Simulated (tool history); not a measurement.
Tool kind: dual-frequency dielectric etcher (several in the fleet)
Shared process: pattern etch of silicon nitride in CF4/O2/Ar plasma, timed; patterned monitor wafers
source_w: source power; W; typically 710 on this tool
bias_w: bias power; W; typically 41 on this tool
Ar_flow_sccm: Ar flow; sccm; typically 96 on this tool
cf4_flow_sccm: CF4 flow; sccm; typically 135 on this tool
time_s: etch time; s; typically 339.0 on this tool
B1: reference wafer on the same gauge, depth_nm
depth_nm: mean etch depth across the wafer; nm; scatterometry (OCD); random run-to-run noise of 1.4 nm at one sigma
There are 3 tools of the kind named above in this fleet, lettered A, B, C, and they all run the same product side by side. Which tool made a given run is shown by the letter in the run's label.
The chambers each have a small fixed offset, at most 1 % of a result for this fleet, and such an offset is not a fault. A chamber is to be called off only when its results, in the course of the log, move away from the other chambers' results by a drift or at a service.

{"run": "1A", "day": 0.588, "source_w": 710, "bias_w": 41, "Ar_flow_sccm": 96, "cf4_flow_sccm": 135, "time_s": 339.0, "B1": 755.01, "depth_nm": 855.25}
{"day": 0.85, "done": "chamber C: wet clean of the chamber"}
{"run": "2C", "day": 1.004, "source_w": 710, "bias_w": 41, "Ar_flow_sccm": 96, "cf4_flow_sccm": 135, "time_s": 339.0, "B1": 755.31, "depth_nm": 848.22}
{"run": "3B", "day": 1.346, "source_w": 710, "bias_w": 41, "Ar_flow_sccm": 96, "cf4_flow_sccm": 135, "time_s": 339.0, "B1": 755.35, "depth_nm": 848.32}
{"day": 1.571, "done": "chamber C: bias power generator calibrated"}
{"run": "4A", "day": 1.921, "source_w": 710, "bias_w": 41, "Ar_flow_sccm": 96, "cf4_flow_sccm": 135, "time_s": 339.0, "B1": 755.48, "depth_nm": 854.77}
{"run": "5B", "day": 2.583, "source_w": 710, "bias_w": 41, "Ar_flow_sccm": 96, "cf4_flow_sccm": 135, "time_s": 339.0, "B1": 755.46, "depth_nm": 847.64}
{"run": "6C", "day": 2.962, "source_w": 710, "bias_w": 41, "Ar_flow_sccm": 96, "cf4_flow_sccm": 135, "time_s": 339.0, "B1": 755.71, "depth_nm": 849.93}
{"run": "7C", "day": 3.554, "source_w": 710, "bias_w": 41, "Ar_flow_sccm": 96, "cf4_flow_sccm": 135, "time_s": 339.0, "B1": 755.87, "depth_nm": 850.34}
{"run": "8B", "day": 3.921, "source_w": 710, "bias_w": 41, "Ar_flow_sccm": 96, "cf4_flow_sccm": 135, "time_s": 339.0, "B1": 755.81, "depth_nm": 848.75}
{"run": "9A", "day": 4.433, "source_w": 710, "bias_w": 41, "Ar_flow_sccm": 96, "cf4_flow_sccm": 135, "time_s": 339.0, "B1": 756.09, "depth_nm": 854.95}
{"run": "10C", "day": 4.725, "source_w": 710, "bias_w": 50, "Ar_flow_sccm": 96, "cf4_flow_sccm": 135, "time_s": 280.5, "B1": 756.1, "depth_nm": 753.51}
{"run": "11A", "day": 5.171, "source_w": 710, "bias_w": 50, "Ar_flow_sccm": 96, "cf4_flow_sccm": 135, "time_s": 280.5, "B1": 756.29, "depth_nm": 756.85}
{"day": 5.625, "done": "chamber B: wet clean of the chamber"}
{"run": "12B", "day": 5.733, "source_w": 710, "bias_w": 50, "Ar_flow_sccm": 96, "cf4_flow_sccm": 135, "time_s": 280.5, "B1": 756.45, "depth_nm": 751.69}
{"run": "13B", "day": 6.275, "source_w": 710, "bias_w": 41, "Ar_flow_sccm": 96, "cf4_flow_sccm": 135, "time_s": 339.0, "B1": 756.63, "depth_nm": 849.7}
{"run": "14A", "day": 6.738, "source_w": 710, "bias_w": 41, "Ar_flow_sccm": 96, "cf4_flow_sccm": 135, "time_s": 339.0, "B1": 756.44, "depth_nm": 856.67}
{"run": "15C", "day": 7.312, "source_w": 710, "bias_w": 41, "Ar_flow_sccm": 96, "cf4_flow_sccm": 135, "time_s": 339.0, "B1": 756.58, "depth_nm": 852.79}
{"run": "16A", "day": 7.767, "source_w": 710, "bias_w": 41, "Ar_flow_sccm": 96, "cf4_flow_sccm": 135, "time_s": 339.0, "B1": 756.72, "depth_nm": 857.06}
{"day": 7.992, "done": "chamber C: CF4 flow controller replaced"}
{"run": "17C", "day": 8.367, "source_w": 710, "bias_w": 41, "Ar_flow_sccm": 96, "cf4_flow_sccm": 135, "time_s": 339.0, "B1": 757.18, "depth_nm": 853.59}
{"run": "18B", "day": 8.992, "source_w": 710, "bias_w": 41, "Ar_flow_sccm": 96, "cf4_flow_sccm": 135, "time_s": 339.0, "B1": 757.12, "depth_nm": 850.48}
{"day": 9.121, "done": "chamber A: wet clean of the chamber"}
{"run": "19C", "day": 9.579, "source_w": 710, "bias_w": 41, "Ar_flow_sccm": 96, "cf4_flow_sccm": 135, "time_s": 339.0, "B1": 757.48, "depth_nm": 854.28}
{"run": "20B", "day": 10.004, "source_w": 710, "bias_w": 41, "Ar_flow_sccm": 96, "cf4_flow_sccm": 135, "time_s": 339.0, "B1": 756.94, "depth_nm": 847.28}
{"run": "21A", "day": 10.3, "source_w": 710, "bias_w": 41, "Ar_flow_sccm": 96, "cf4_flow_sccm": 135, "time_s": 339.0, "B1": 757.82, "depth_nm": 859.6}
{"run": "22A", "day": 10.712, "source_w": 710, "bias_w": 41, "Ar_flow_sccm": 96, "cf4_flow_sccm": 135, "time_s": 339.0, "B1": 757.92, "depth_nm": 857.69}
{"run": "23C", "day": 11.229, "source_w": 710, "bias_w": 41, "Ar_flow_sccm": 96, "cf4_flow_sccm": 135, "time_s": 339.0, "B1": 757.36, "depth_nm": 851.6}
{"run": "24B", "day": 11.654, "source_w": 710, "bias_w": 41, "Ar_flow_sccm": 96, "cf4_flow_sccm": 135, "time_s": 339.0, "B1": 757.86, "depth_nm": 852.29}
{"run": "25B", "day": 12.092, "source_w": 710, "bias_w": 41, "Ar_flow_sccm": 96, "cf4_flow_sccm": 135, "time_s": 339.0, "B1": 757.85, "depth_nm": 849.18}
{"run": "26A", "day": 12.504, "source_w": 710, "bias_w": 41, "Ar_flow_sccm": 96, "cf4_flow_sccm": 135, "time_s": 339.0, "B1": 758.03, "depth_nm": 858.52}
{"run": "27C", "day": 12.992, "source_w": 710, "bias_w": 41, "Ar_flow_sccm": 96, "cf4_flow_sccm": 135, "time_s": 339.0, "B1": 758.26, "depth_nm": 852.26}
{"run": "28C", "day": 13.446, "source_w": 710, "bias_w": 47, "Ar_flow_sccm": 96, "cf4_flow_sccm": 135, "time_s": 339.0, "B1": 757.99, "depth_nm": 894.57}
{"run": "29B", "day": 14.088, "source_w": 710, "bias_w": 47, "Ar_flow_sccm": 96, "cf4_flow_sccm": 135, "time_s": 339.0, "B1": 758.44, "depth_nm": 892.28}
{"run": "30A", "day": 14.729, "source_w": 710, "bias_w": 47, "Ar_flow_sccm": 96, "cf4_flow_sccm": 135, "time_s": 339.0, "B1": 758.18, "depth_nm": 896.62}
{"run": "31A", "day": 15.338, "source_w": 710, "bias_w": 41, "Ar_flow_sccm": 96, "cf4_flow_sccm": 135, "time_s": 339.0, "B1": 758.93, "depth_nm": 857.69}
{"run": "32C", "day": 15.696, "source_w": 710, "bias_w": 41, "Ar_flow_sccm": 96, "cf4_flow_sccm": 135, "time_s": 339.0, "B1": 759.18, "depth_nm": 853.08}
{"run": "33B", "day": 16.208, "source_w": 710, "bias_w": 41, "Ar_flow_sccm": 96, "cf4_flow_sccm": 135, "time_s": 339.0, "B1": 758.69, "depth_nm": 855.35}
{"run": "34C", "day": 16.708, "source_w": 710, "bias_w": 41, "Ar_flow_sccm": 96, "cf4_flow_sccm": 135, "time_s": 339.0, "B1": 759.01, "depth_nm": 855.77}
{"run": "35B", "day": 17.1, "source_w": 710, "bias_w": 41, "Ar_flow_sccm": 96, "cf4_flow_sccm": 135, "time_s": 339.0, "B1": 759.06, "depth_nm": 852.45}
{"run": "36A", "day": 17.512, "source_w": 710, "bias_w": 41, "Ar_flow_sccm": 96, "cf4_flow_sccm": 135, "time_s": 339.0, "B1": 759.31, "depth_nm": 859.52}
{"run": "37A", "day": 17.95, "source_w": 710, "bias_w": 41, "Ar_flow_sccm": 96, "cf4_flow_sccm": 135, "time_s": 339.0, "B1": 759.13, "depth_nm": 858.91}
{"run": "38B", "day": 18.558, "source_w": 710, "bias_w": 41, "Ar_flow_sccm": 96, "cf4_flow_sccm": 135, "time_s": 339.0, "B1": 759.36, "depth_nm": 852.3}
{"run": "39C", "day": 19.158, "source_w": 710, "bias_w": 41, "Ar_flow_sccm": 96, "cf4_flow_sccm": 135, "time_s": 422.0, "B1": 759.63, "depth_nm": 1065.7}
{"run": "40A", "day": 19.571, "source_w": 710, "bias_w": 41, "Ar_flow_sccm": 96, "cf4_flow_sccm": 135, "time_s": 422.0, "B1": 759.67, "depth_nm": 1070.3}
{"run": "41C", "day": 20.15, "source_w": 710, "bias_w": 41, "Ar_flow_sccm": 96, "cf4_flow_sccm": 135, "time_s": 422.0, "B1": 759.68, "depth_nm": 1065.0}
{"run": "42B", "day": 20.542, "source_w": 710, "bias_w": 41, "Ar_flow_sccm": 96, "cf4_flow_sccm": 135, "time_s": 339.0, "B1": 759.88, "depth_nm": 855.03}

Has any chamber moved away from the others, gradually or after a service, or does the common gauge drift, or do the chambers differ only by their own small steady offsets? State the chamber and the most likely cause if one applies.

It is the gauge, not a chamber: its drift shows up in every chamber's results at once, and no chamber is off.
What lies behind it: gauge reads high (%) = 0.672.

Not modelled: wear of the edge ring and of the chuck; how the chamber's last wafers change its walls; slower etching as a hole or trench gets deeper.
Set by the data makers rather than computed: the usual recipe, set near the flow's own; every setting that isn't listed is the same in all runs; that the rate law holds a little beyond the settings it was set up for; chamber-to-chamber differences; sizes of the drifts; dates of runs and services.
